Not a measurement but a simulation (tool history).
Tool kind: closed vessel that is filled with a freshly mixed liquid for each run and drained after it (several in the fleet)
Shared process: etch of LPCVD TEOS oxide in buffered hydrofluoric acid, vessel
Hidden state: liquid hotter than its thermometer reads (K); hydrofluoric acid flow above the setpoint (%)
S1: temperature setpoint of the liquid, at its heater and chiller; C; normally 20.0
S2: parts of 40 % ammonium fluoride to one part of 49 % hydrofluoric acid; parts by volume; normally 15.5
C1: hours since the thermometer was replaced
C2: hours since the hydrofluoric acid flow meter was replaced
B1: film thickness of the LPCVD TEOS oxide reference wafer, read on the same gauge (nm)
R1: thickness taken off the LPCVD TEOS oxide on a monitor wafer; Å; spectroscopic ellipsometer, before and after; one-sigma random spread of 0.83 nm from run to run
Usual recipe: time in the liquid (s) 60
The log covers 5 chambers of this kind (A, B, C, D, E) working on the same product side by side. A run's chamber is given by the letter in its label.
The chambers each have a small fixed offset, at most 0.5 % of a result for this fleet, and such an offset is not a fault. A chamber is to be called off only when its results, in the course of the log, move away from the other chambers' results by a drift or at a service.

Run 1E, hour 7.1: usual settings; C1 2350.8; C2 67.8; B1 89.969. Result: R1 996.96 Å.
Run 2A, hour 17.1: usual settings; C1 1420.1; C2 126.7; B1 89.993. Result: R1 1002.40 Å.
Run 3C, hour 23.1: usual settings; C1 724.8; C2 894.9; B1 89.983. Result: R1 988.00 Å.
Run 4B, hour 29.4: usual settings; C1 426.5; C2 573.2; B1 89.993. Result: R1 1001.80 Å.
Run 5D, hour 36.1: usual settings but S1 24.0 C, time in the liquid (s) 35; C1 1293.6; C2 685.2; B1 89.991. Result: R1 730.68 Å.
Run 6E, hour 43.8: usual settings but S1 24.0 C, time in the liquid (s) 35; C1 2387.5; C2 104.5; B1 90.007. Result: R1 719.87 Å.
Run 7B, hour 54.7: usual settings but S1 24.0 C, time in the liquid (s) 35; C1 451.8; C2 598.5; B1 90.006. Result: R1 728.30 Å.
Run 8A, hour 64.2: usual settings but S1 24.0 C, time in the liquid (s) 35; C1 1467.2; C2 173.8; B1 90.012. Result: R1 738.29 Å.
Run 9C, hour 70.1: usual settings but S1 24.0 C, time in the liquid (s) 35; C1 771.8; C2 941.9; B1 90.008. Result: R1 716.21 Å.
Run 10D, hour 82.5: usual settings but S1 18.5 C, S2 18.5 parts by volume; C1 1340.0; C2 731.6; B1 89.984. Result: R1 772.71 Å.
Run 11B, hour 88.9: usual settings but S1 18.5 C, S2 18.5 parts by volume; C1 486.0; C2 632.7; B1 89.990. Result: R1 787.14 Å.
Run 12C, hour 100.4: usual settings but S1 18.5 C, S2 18.5 parts by volume; C1 802.1; C2 972.2; B1 90.013. Result: R1 767.76 Å.
At hour 110.9: chamber D: thermometer replaced.
Run 13E, hour 111.0: usual settings but S1 18.5 C, S2 18.5 parts by volume; C1 2454.7; C2 171.7; B1 89.981. Result: R1 776.51 Å.
Run 14A, hour 119.5: usual settings but S1 18.5 C, S2 18.5 parts by volume; C1 1522.5; C2 229.1; B1 89.993. Result: R1 774.82 Å.
Run 15D, hour 129.5: usual settings; C1 18.6; C2 778.6; B1 90.015. Result: R1 1003.10 Å.
Run 16E, hour 142.5: usual settings but S1 22.0 C; C1 2486.2; C2 203.2; B1 90.007. Result: R1 1111.60 Å.
Run 17A, hour 148.5: usual settings but S1 22.0 C; C1 1551.5; C2 258.1; B1 89.992. Result: R1 1108.20 Å.
Run 18B, hour 157.2: usual settings but S1 22.0 C; C1 554.3; C2 701.0; B1 90.015. Result: R1 1132.20 Å.
Run 19D, hour 166.6: usual settings but S1 22.0 C; C1 55.7; C2 815.7; B1 89.986. Result: R1 1123.50 Å.
At hour 167.5: chamber E: thermometer replaced.
Run 20C, hour 172.7: usual settings but S1 22.0 C; C1 874.4; C2 1044.5; B1 89.982. Result: R1 1114.40 Å.
Run 21D, hour 178.6: usual settings; C1 67.7; C2 827.7; B1 90.011. Result: R1 990.36 Å.
Run 22C, hour 191.0: usual settings; C1 892.7; C2 1062.8; B1 90.004. Result: R1 1011.60 Å.
At hour 191.1: chamber D: hydrofluoric acid flow meter replaced.
Run 23B, hour 197.0: usual settings; C1 594.1; C2 740.8; B1 90.011. Result: R1 1023.30 Å.
Run 24E, hour 203.4: usual settings; C1 35.9; C2 264.1; B1 90.007. Result: R1 990.58 Å.
Run 25A, hour 210.5: usual settings; C1 1613.5; C2 320.1; B1 90.018. Result: R1 993.61 Å.
Run 26A, hour 221.3: usual settings; C1 1624.3; C2 330.9; B1 90.025. Result: R1 1010.80 Å.
Run 27D, hour 229.5: usual settings; C1 118.6; C2 38.4; B1 89.971. Result: R1 991.87 Å.
Run 28E, hour 242.1: usual settings; C1 74.6; C2 302.8; B1 90.004. Result: R1 995.32 Å.
Run 29C, hour 249.3: usual settings; C1 951.0; C2 1121.1; B1 90.005. Result: R1 1009.80 Å.
Run 30B, hour 257.7: usual settings; C1 654.8; C2 801.5; B1 90.019. Result: R1 1054.80 Å.
Run 31D, hour 268.1: usual settings; C1 157.2; C2 77.0; B1 89.995. Result: R1 1006.10 Å.
Run 32C, hour 279.8: usual settings; C1 981.5; C2 1151.6; B1 90.011. Result: R1 994.67 Å.
Run 33E, hour 292.4: usual settings but S1 17.0 C, time in the liquid (s) 30; C1 124.9; C2 353.1; B1 90.010. Result: R1 417.46 Å.
Run 34A, hour 299.8: usual settings but S1 17.0 C, time in the liquid (s) 30; C1 1702.8; C2 409.4; B1 90.007. Result: R1 423.73 Å.
Run 35B, hour 309.4: usual settings but S1 17.0 C, time in the liquid (s) 30; C1 706.5; C2 853.2; B1 89.977. Result: R1 450.56 Å.
Run 36C, hour 317.9: usual settings but S1 17.0 C, time in the liquid (s) 30; C1 1019.6; C2 1189.7; B1 90.020. Result: R1 423.04 Å.
Run 37D, hour 331.2: usual settings but S1 17.0 C, time in the liquid (s) 30; C1 220.3; C2 140.1; B1 90.001. Result: R1 417.54 Å.
Run 38A, hour 340.4: usual settings but time in the liquid (s) 35; C1 1743.4; C2 450.0; B1 89.993. Result: R1 581.04 Å.
Run 39E, hour 349.6: usual settings but time in the liquid (s) 35; C1 182.1; C2 410.3; B1 89.995. Result: R1 575.86 Å.
Run 40B, hour 359.6: usual settings but time in the liquid (s) 35; C1 756.7; C2 903.4; B1 90.007. Result: R1 620.05 Å.
Run 41E, hour 370.8: usual settings but time in the liquid (s) 35; C1 203.3; C2 431.5; B1 89.969. Result: R1 586.30 Å.
Run 42B, hour 383.0: usual settings but time in the liquid (s) 35; C1 780.1; C2 926.8; B1 90.022. Result: R1 628.18 Å.
Run 43C, hour 390.9: usual settings; C1 1092.6; C2 1262.7; B1 89.974. Result: R1 1001.00 Å.
Run 44A, hour 400.7: usual settings; C1 1803.7; C2 510.3; B1 89.972. Result: R1 993.74 Å.

Does one chamber stand apart from the rest, does the shared gauge drift, or is all well apart from small per-chamber offsets? Give the chamber and the most likely cause, where there is one.

It is chamber B that slowly wanders off from its peers.
Cause: liquid hotter than its thermometer reads (K) = 1.46.
With only this log, it may be confused with: hydrofluoric acid flow above the setpoint (%).

Below are 4 candidate recipes for chamber B's next run, each the usual settings with a change, their results shown as question marks. Which of them brings B's results back in line with what the other chambers give on the usual settings?
In-line tolerance around the mean of the other chambers on the usual settings: R1 29.00 Å
Run 45B-1, hour 410.2: usual settings but S2 17.5 parts by volume. Result: R1 ?.
Run 45B-2, hour 410.2: usual settings but S1 22.5 C. Result: R1 ?.
Run 45B-3, hour 410.2: usual settings but S1 18.5 C. Result: R1 ?.
Run 45B-4, hour 410.2: usual settings but time in the liquid (s) 65. Result: R1 ?.

Other chambers, usual settings, mean: R1 999.78 Å
  run       R1
45B-1   964.59
45B-2  1249.00
45B-3  1002.00
45B-4  1179.70
With 45B-3, the chamber falls back in line with the rest.
